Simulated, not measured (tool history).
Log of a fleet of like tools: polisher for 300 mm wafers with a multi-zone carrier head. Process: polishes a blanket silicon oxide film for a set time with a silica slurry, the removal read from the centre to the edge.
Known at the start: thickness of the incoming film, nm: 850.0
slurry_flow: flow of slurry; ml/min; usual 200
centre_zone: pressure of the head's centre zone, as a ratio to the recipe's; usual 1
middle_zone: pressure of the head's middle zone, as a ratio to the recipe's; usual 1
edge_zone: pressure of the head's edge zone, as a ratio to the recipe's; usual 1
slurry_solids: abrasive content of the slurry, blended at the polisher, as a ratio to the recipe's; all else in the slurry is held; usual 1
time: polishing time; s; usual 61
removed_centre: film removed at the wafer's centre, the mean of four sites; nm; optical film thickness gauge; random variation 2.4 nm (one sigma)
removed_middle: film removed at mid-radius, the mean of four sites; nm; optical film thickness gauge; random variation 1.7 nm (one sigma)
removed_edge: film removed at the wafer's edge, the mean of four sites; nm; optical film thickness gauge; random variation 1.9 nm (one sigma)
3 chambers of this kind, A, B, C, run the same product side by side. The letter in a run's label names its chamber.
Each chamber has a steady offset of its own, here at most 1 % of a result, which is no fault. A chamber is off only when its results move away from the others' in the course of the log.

{"run": "1B", "day": 0.146, "slurry_flow": 200, "centre_zone": 1, "middle_zone": 1, "edge_zone": 1, "slurry_solids": 1, "time": 61, "removed_centre": 233.57, "removed_middle": 236.75, "removed_edge": 234.37}
{"day": 0.254, "done": "chamber B: centre zone pressure recalibrated"}
{"run": "2A", "day": 0.271, "slurry_flow": 200, "centre_zone": 1, "middle_zone": 1, "edge_zone": 1, "slurry_solids": 1, "time": 61, "removed_centre": 232.07, "removed_middle": 233.8, "removed_edge": 231.41}
{"run": "3C", "day": 0.375, "slurry_flow": 200, "centre_zone": 1, "middle_zone": 1, "edge_zone": 1, "slurry_solids": 1, "time": 61, "removed_centre": 230.43, "removed_middle": 235.98, "removed_edge": 230.75}
{"run": "4B", "day": 0.479, "slurry_flow": 200, "centre_zone": 1, "middle_zone": 1, "edge_zone": 1, "slurry_solids": 1, "time": 61, "removed_centre": 238.53, "removed_middle": 234.17, "removed_edge": 231.83}
{"run": "5A", "day": 0.575, "slurry_flow": 200, "centre_zone": 1, "middle_zone": 1, "edge_zone": 1, "slurry_solids": 1, "time": 61, "removed_centre": 234.34, "removed_middle": 233.7, "removed_edge": 231.15}
{"run": "6C", "day": 0.679, "slurry_flow": 200, "centre_zone": 1, "middle_zone": 1, "edge_zone": 1, "slurry_solids": 1, "time": 61, "removed_centre": 229.3, "removed_middle": 235.67, "removed_edge": 230.93}
{"run": "7C", "day": 0.862, "slurry_flow": 200, "centre_zone": 1, "middle_zone": 1, "edge_zone": 1, "slurry_solids": 1, "time": 61, "removed_centre": 233, "removed_middle": 232.86, "removed_edge": 228.39}
{"day": 0.917, "done": "chamber C: worn pad replaced by a new one"}
{"run": "8A", "day": 0.962, "slurry_flow": 200, "centre_zone": 1, "middle_zone": 1, "edge_zone": 1, "slurry_solids": 1, "time": 61, "removed_centre": 229.93, "removed_middle": 234.07, "removed_edge": 232.23}
{"run": "9B", "day": 1.108, "slurry_flow": 200, "centre_zone": 1, "middle_zone": 1, "edge_zone": 1, "slurry_solids": 1, "time": 61, "removed_centre": 229.61, "removed_middle": 231.66, "removed_edge": 231.87}
{"run": "10A", "day": 1.254, "slurry_flow": 200, "centre_zone": 1, "middle_zone": 1, "edge_zone": 1, "slurry_solids": 1, "time": 61, "removed_centre": 232.66, "removed_middle": 230.29, "removed_edge": 233.65}
{"run": "11C", "day": 1.392, "slurry_flow": 200, "centre_zone": 0.96, "middle_zone": 0.89, "edge_zone": 1, "slurry_solids": 1, "time": 61, "removed_centre": 218.64, "removed_middle": 206.39, "removed_edge": 232.54}
{"run": "12B", "day": 1.483, "slurry_flow": 200, "centre_zone": 0.96, "middle_zone": 0.89, "edge_zone": 1, "slurry_solids": 1, "time": 61, "removed_centre": 225.69, "removed_middle": 206.25, "removed_edge": 230.13}
{"run": "13C", "day": 1.642, "slurry_flow": 200, "centre_zone": 0.96, "middle_zone": 0.89, "edge_zone": 1, "slurry_solids": 1, "time": 61, "removed_centre": 219.44, "removed_middle": 206.58, "removed_edge": 229.46}
{"run": "14B", "day": 1.842, "slurry_flow": 200, "centre_zone": 1, "middle_zone": 1, "edge_zone": 1, "slurry_solids": 1, "time": 61, "removed_centre": 238.88, "removed_middle": 231.65, "removed_edge": 230.14}
{"run": "15A", "day": 1.988, "slurry_flow": 200, "centre_zone": 1, "middle_zone": 1, "edge_zone": 1, "slurry_solids": 1, "time": 61, "removed_centre": 233.59, "removed_middle": 233.09, "removed_edge": 231.93}
{"run": "16B", "day": 2.125, "slurry_flow": 200, "centre_zone": 1, "middle_zone": 1, "edge_zone": 1, "slurry_solids": 1, "time": 61, "removed_centre": 236.77, "removed_middle": 230.04, "removed_edge": 229.97}
{"day": 2.171, "done": "chamber A: worn pad replaced by a new one"}
{"run": "17C", "day": 2.267, "slurry_flow": 200, "centre_zone": 1, "middle_zone": 0.91, "edge_zone": 1, "slurry_solids": 1, "time": 75, "removed_centre": 273.63, "removed_middle": 250.27, "removed_edge": 279.32}
{"run": "18A", "day": 2.429, "slurry_flow": 200, "centre_zone": 1, "middle_zone": 0.91, "edge_zone": 1, "slurry_solids": 1, "time": 75, "removed_centre": 284.58, "removed_middle": 264.12, "removed_edge": 283.87}
{"day": 2.483, "done": "chamber B: worn pad replaced by a new one"}
{"run": "19C", "day": 2.562, "slurry_flow": 200, "centre_zone": 1, "middle_zone": 0.91, "edge_zone": 1, "slurry_solids": 1, "time": 75, "removed_centre": 268.94, "removed_middle": 250.17, "removed_edge": 280.82}
{"run": "20A", "day": 2.692, "slurry_flow": 200, "centre_zone": 1, "middle_zone": 1, "edge_zone": 1, "slurry_solids": 1, "time": 61, "removed_centre": 232.67, "removed_middle": 232.46, "removed_edge": 231.97}
{"run": "21B", "day": 2.808, "slurry_flow": 200, "centre_zone": 1, "middle_zone": 1, "edge_zone": 1, "slurry_solids": 1, "time": 61, "removed_centre": 234.19, "removed_middle": 230.66, "removed_edge": 228.83}
{"run": "22B", "day": 2.979, "slurry_flow": 200, "centre_zone": 1, "middle_zone": 1, "edge_zone": 1, "slurry_solids": 1, "time": 61, "removed_centre": 233.36, "removed_middle": 234.47, "removed_edge": 230.89}
{"run": "23A", "day": 3.112, "slurry_flow": 200, "centre_zone": 1, "middle_zone": 1, "edge_zone": 1, "slurry_solids": 1, "time": 61, "removed_centre": 232.16, "removed_middle": 231.07, "removed_edge": 231.31}
{"run": "24C", "day": 3.321, "slurry_flow": 200, "centre_zone": 1, "middle_zone": 1, "edge_zone": 1, "slurry_solids": 0.8, "time": 46, "removed_centre": 141.03, "removed_middle": 145.49, "removed_edge": 148.21}
{"run": "25A", "day": 3.412, "slurry_flow": 200, "centre_zone": 1, "middle_zone": 1, "edge_zone": 1, "slurry_solids": 0.8, "time": 46, "removed_centre": 157.58, "removed_middle": 158.85, "removed_edge": 156.13}

All 3 chambers run these settings next. Forecast each chamber's results:
{"run": "26A", "day": 3.562, "slurry_flow": 200, "centre_zone": 1, "middle_zone": 1, "edge_zone": 1, "slurry_solids": 1, "time": 73, "removed_centre": "?", "removed_middle": "?", "removed_edge": "?"}
{"run": "26B", "day": 3.562, "slurry_flow": 200, "centre_zone": 1, "middle_zone": 1, "edge_zone": 1, "slurry_solids": 1, "time": 73, "removed_centre": "?", "removed_middle": "?", "removed_edge": "?"}
{"run": "26C", "day": 3.562, "slurry_flow": 200, "centre_zone": 1, "middle_zone": 1, "edge_zone": 1, "slurry_solids": 1, "time": 73, "removed_centre": "?", "removed_middle": "?", "removed_edge": "?"}

run=26A removed_centre=274.76 removed_middle=278.27 removed_edge=275.67
run=26B removed_centre=282.96 removed_middle=280.18 removed_edge=276.72
run=26C removed_centre=247.39 removed_middle=256.78 removed_edge=261.76

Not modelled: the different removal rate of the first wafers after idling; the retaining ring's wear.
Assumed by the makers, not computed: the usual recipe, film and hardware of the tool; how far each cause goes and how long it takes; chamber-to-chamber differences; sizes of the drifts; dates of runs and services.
